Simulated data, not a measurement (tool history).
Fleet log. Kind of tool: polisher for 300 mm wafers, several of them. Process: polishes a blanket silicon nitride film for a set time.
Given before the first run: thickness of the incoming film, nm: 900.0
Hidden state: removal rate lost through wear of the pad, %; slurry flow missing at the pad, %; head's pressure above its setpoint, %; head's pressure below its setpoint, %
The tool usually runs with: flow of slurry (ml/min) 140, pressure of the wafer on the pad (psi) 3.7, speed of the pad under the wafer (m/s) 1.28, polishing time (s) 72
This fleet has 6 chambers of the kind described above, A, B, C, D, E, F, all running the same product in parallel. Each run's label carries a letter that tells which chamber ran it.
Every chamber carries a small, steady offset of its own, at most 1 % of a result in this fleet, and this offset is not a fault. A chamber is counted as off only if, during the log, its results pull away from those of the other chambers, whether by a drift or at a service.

run   hour  flow of slurry (ml/min)  pressure of the wafer on the pad (psi)  speed of the pad under the wafer (m/s)  polishing time (s)  wafers polished on this pad  hours since the slurry nozzle was cleaned  hours since the head pressure was calibrated  film removed (nm)
 1C    5.6                      140                                     3.7                                    1.28                  72                          236                                      349.8                                         892.7             150.83
       6.6  -- chamber E: worn pad replaced by a new one
 2F   10.4                      140                                     3.7                                    1.28                  72                          505                                      177.4                                         302.4             152.15
 3D   14.1                      140                                     3.7                                    1.28                  72                          691                                      350.9                                         434.1             149.02
 4E   16.6                      140                                     3.7                                    1.28                  72                          122                                      548.3                                         129.5             151.37
      20.1  -- chamber D: worn pad replaced by a new one
 5A   21.5                      140                                     3.7                                    1.28                  72                          843                                      160.9                                         448.6             147.87
 6B   24.1                      140                                     3.7                                    1.28                  72                          918                                      330.3                                        1043.9             151.64
      24.2  -- chamber E: slurry nozzle cleaned
 7F   29.1                      140                                     3.7                                    1.28                  72                          732                                      196.1                                         321.1             150.64
      31.5  -- chamber A: worn pad replaced by a new one
 8C     33                      140                                     3.7                                    1.28                  72                          569                                      377.2                                         920.1             152.91
      33.5  -- chamber F: worn pad replaced by a new one
 9D   35.6                      140                                     3.7                                    1.28                  72                          188                                      372.4                                         455.6              152.1
10E   39.5                      140                                     3.7                                    1.62                  93                          400                                       15.3                                         152.4             233.79
11A     43                      140                                     3.7                                    1.62                  93                          140                                      182.4                                         470.1             235.72
12B   45.8                      140                                     3.7                                    1.62                  93                         1182                                        352                                        1065.6             236.37
13A   48.7                      140                                     3.7                                    1.62                  93                          210                                      188.1                                         475.8             234.96
14B   51.9                      140                                     3.7                                    1.62                  93                         1256                                      358.1                                        1071.7             235.97
15F   55.8                      140                                     3.7                                    1.62                  93                          271                                      222.8                                         347.8             234.33
      56.8  -- chamber C: worn pad replaced by a new one
      59.4  -- chamber B: worn pad replaced by a new one
16C   61.4                      140                                     3.7                                    1.28                  72                           55                                      405.6                                         948.5              145.8
17E   64.9                      140                                     3.7                                    1.28                  72                          709                                       40.7                                         177.8             151.23
18D     68                      140                                     3.7                                    1.28                  72                          582                                      404.8                                           488             149.37
      70.4  -- chamber E: worn pad replaced by a new one
19A   70.5                      140                                     4.1                                    1.28                  72                          474                                      209.9                                         497.6             167.83
20F   74.6                      140                                     4.1                                    1.28                  72                          499                                      241.6                                         366.6             169.32
21C   77.1                      140                                     4.1                                    1.28                  72                          246                                      421.3                                         964.2             163.15
22B   80.7                      140                                     4.1                                    1.28                  72                          259                                      386.9                                        1100.5             165.74
      83.5  -- chamber D: worn pad replaced by a new one
23D   83.8                      140                                     4.1                                    1.28                  72                            4                                      420.6                                         503.8             165.26
24E   88.9                      140                                     4.1                                    1.28                  72                          225                                       64.7                                         201.8             169.03
25F   92.8                      140                                     3.7                                    1.28                  72                          721                                      259.8                                         384.8             151.48
26A   97.1                      140                                     3.7                                    1.28                  72                          798                                      236.5                                         524.2             152.83
     101.4  -- chamber F: worn pad replaced by a new one
27B  101.5                      140                                     3.7                                    1.28                  72                          511                                      407.7                                        1121.3             152.98
     103.2  -- chamber F: head pressure recalibrated
28D  104.7                      140                                     3.7                                    1.28                  72                          258                                      441.5                                         524.7             151.73
     109.4  -- chamber A: worn pad replaced by a new one
29E  110.2                      140                                     3.7                                    1.28                  72                          483                                         86                                         223.1             151.57
30C  115.1                      140                                     3.7                                    1.28                  72                          708                                      459.3                                        1002.2             144.84
31B  117.6                      185                                     3.7                                    1.28                  72                          707                                      423.8                                        1137.4             158.96
32A  121.4                      185                                     3.7                                    1.28                  72                          145                                      260.8                                         548.5              158.5
33F  125.2                      185                                     3.7                                    1.28                  72                          289                                      292.2                                          22.1             157.21
34E  130.1                      185                                     3.7                                    1.28                  72                          725                                      105.9                                           243             157.27
     133.3  -- chamber E: worn pad replaced by a new one
35D  134.3                      185                                     3.7                                    1.28                  72                          618                                      471.1                                         554.3             155.47
36C  137.5                      185                                     3.7                                    1.28                  72                          980                                      481.7                                        1024.6             150.94
37F  143.1                      140                                     3.7                                    1.28                  72                          507                                      310.1                                            40             152.87
38B  146.3                      140                                     3.7                                    1.28                  72                         1056                                      452.5                                        1166.1             152.72
     147.2  -- chamber C: worn pad replaced by a new one
39E  148.8                      140                                       3                                    1.28                  94                          189                                      124.6                                         261.7             159.38
       153  -- chamber D: worn pad replaced by a new one
40C  153.2                      140                                       3                                    1.28                  94                           73                                      497.4                                        1040.3             147.61
41D  156.3                      140                                       3                                    1.28                  94                           40                                      493.1                                         576.3             157.65

Decide between three cases: one chamber stands off from its peers, the gauge reading all wafers drifts, or nothing is wrong past each chamber's small offset. Where a chamber is off, say which and what most likely put it there.

It is chamber C that slowly wanders off from its peers.
Cause: slurry flow missing at the pad, % = 34.5.
It could be hard to tell apart here from: head's pressure below its setpoint, %.

Which of the 4 candidates below, each the usual settings with something changed and its results left as question marks, puts chamber C back in line with what the other chambers give on the usual settings?
Allowed miss from the other chambers' usual-settings mean, per result, to count as in line: film removed (nm) 4.5
42C-1  160.4                      140                                     3.6                                    1.28                  72                                                                                                                                        ?
42C-2  160.4                      140                                     3.8                                    1.32                  74                                                                                                                                        ?
42C-3  160.4                      135                                     3.7                                    1.28                  66                                                                                                                                        ?
42C-4  160.4                      140                                     3.7                                     1.3                  73                                                                                                                                        ?

The other chambers' mean on the usual settings: film removed (nm) 150.67
  run  film removed (nm)
42C-1             134.03
42C-2             149.02
42C-3             124.99
42C-4              141.4
42C-2 brings the chamber back in line.

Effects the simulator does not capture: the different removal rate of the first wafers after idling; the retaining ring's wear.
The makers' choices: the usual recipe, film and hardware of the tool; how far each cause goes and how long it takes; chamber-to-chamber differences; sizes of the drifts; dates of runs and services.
